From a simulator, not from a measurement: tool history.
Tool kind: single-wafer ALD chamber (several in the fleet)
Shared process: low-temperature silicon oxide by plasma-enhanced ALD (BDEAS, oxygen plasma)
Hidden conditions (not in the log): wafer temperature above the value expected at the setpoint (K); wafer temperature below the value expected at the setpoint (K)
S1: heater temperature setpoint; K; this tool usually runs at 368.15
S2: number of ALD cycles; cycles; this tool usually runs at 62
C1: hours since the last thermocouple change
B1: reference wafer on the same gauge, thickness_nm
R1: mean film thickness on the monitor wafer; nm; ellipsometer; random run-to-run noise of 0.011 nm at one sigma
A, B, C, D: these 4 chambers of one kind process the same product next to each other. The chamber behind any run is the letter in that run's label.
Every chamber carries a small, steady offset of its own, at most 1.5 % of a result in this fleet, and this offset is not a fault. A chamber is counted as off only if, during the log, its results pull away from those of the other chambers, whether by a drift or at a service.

| run | hour | S1 | S2 | C1 | B1 | R1 |
|---|---|---|---|---|---|---|
| 1A | 14.6 | 368.15 | 62 | 208.3 | 10.156 | 9.1208 |
| 2D | 29 | 368.15 | 62 | 277.8 | 10.156 | 9.0045 |
| 3C | 41.3 | 368.15 | 62 | 1327.1 | 10.157 | 9.1237 |
| 4B | 48.6 | 368.15 | 62 | 1552.3 | 10.154 | 9.1025 |
| 5C | 56.4 | 368.15 | 62 | 1342.2 | 10.155 | 9.126 |
| 6A | 63.7 | 368.15 | 62 | 257.4 | 10.152 | 9.1113 |
| 7B | 73.3 | 368.15 | 62 | 1577 | 10.152 | 9.0911 |
| 8D | 84.9 | 368.15 | 62 | 333.7 | 10.155 | 9.0063 |
| 9B | 94.2 | 354.15 | 62 | 1597.9 | 10.146 | 9.5565 |
| 10D | 108.2 | 354.15 | 62 | 357 | 10.15 | 9.4311 |
| 11A | 119.1 | 354.15 | 62 | 312.8 | 10.147 | 9.586 |
| 12C | 131.7 | 354.15 | 62 | 1417.5 | 10.145 | 9.5585 |
| 13D | 140.4 | 368.15 | 62 | 389.2 | 10.147 | 8.9769 |
| 14A | 155.2 | 368.15 | 62 | 348.9 | 10.147 | 9.1059 |
| 15C | 169.7 | 368.15 | 62 | 1455.5 | 10.144 | 9.1068 |
| 16B | 178.1 | 355.15 | 50 | 1681.8 | 10.142 | 7.6637 |
| 17B | 189.1 | 355.15 | 50 | 1692.8 | 10.139 | 7.6585 |
| 18A | 202.4 | 355.15 | 50 | 396.1 | 10.139 | 7.6798 |
| 19D | 210.1 | 355.15 | 50 | 458.9 | 10.138 | 7.5901 |
| 20C | 223.5 | 368.15 | 62 | 1509.3 | 10.136 | 9.1119 |
| 21B | 231 | 379.15 | 53 | 1734.7 | 10.136 | 7.5434 |
| 22C | 245.7 | 379.15 | 53 | 1531.5 | 10.134 | 7.558 |
| 23D | 261.4 | 379.15 | 53 | 510.2 | 10.132 | 7.4672 |
| 24A | 277.1 | 379.15 | 53 | 470.8 | 10.131 | 7.5679 |
| 25B | 290.6 | 357.15 | 62 | 1794.3 | 10.13 | 9.4283 |
| 26C | 305 | 357.15 | 62 | 1590.8 | 10.133 | 9.4517 |
| 27A | 320 | 357.15 | 62 | 513.7 | 10.127 | 9.4479 |
| 28D | 330.5 | 357.15 | 62 | 579.3 | 10.126 | 9.328 |
| 29D | 341.9 | 368.15 | 62 | 590.7 | 10.127 | 8.985 |
| 30C | 358.1 | 368.15 | 71 | 1643.9 | 10.121 | 10.411 |
| 31A | 373.5 | 368.15 | 71 | 567.2 | 10.124 | 10.409 |
| 32B | 389.7 | 368.15 | 71 | 1893.4 | 10.122 | 10.394 |
| 33C | 404.5 | 368.15 | 71 | 1690.3 | 10.118 | 10.406 |
| 34D | 412.8 | 368.15 | 62 | 661.6 | 10.117 | 8.9807 |
| 35A | 421.3 | 368.15 | 62 | 615 | 10.115 | 9.063 |
| 36B | 428.9 | 368.15 | 62 | 1932.6 | 10.117 | 9.0705 |
| 37A | 443 | 368.15 | 62 | 636.7 | 10.115 | 9.0639 |
| 38D | 455.7 | 368.15 | 62 | 704.5 | 10.113 | 8.9746 |
| 39C | 466.2 | 368.15 | 62 | 1752 | 10.111 | 9.0931 |

Is one chamber out of step, is the gauge drifting, or do the chambers differ by no more than their own small offsets? For an off chamber, give its letter and the likeliest cause.

It is the gauge, not a chamber: its drift shows up in every chamber's results at once, and no chamber is off.
Likeliest cause: gauge reads low (%) = 0.482.

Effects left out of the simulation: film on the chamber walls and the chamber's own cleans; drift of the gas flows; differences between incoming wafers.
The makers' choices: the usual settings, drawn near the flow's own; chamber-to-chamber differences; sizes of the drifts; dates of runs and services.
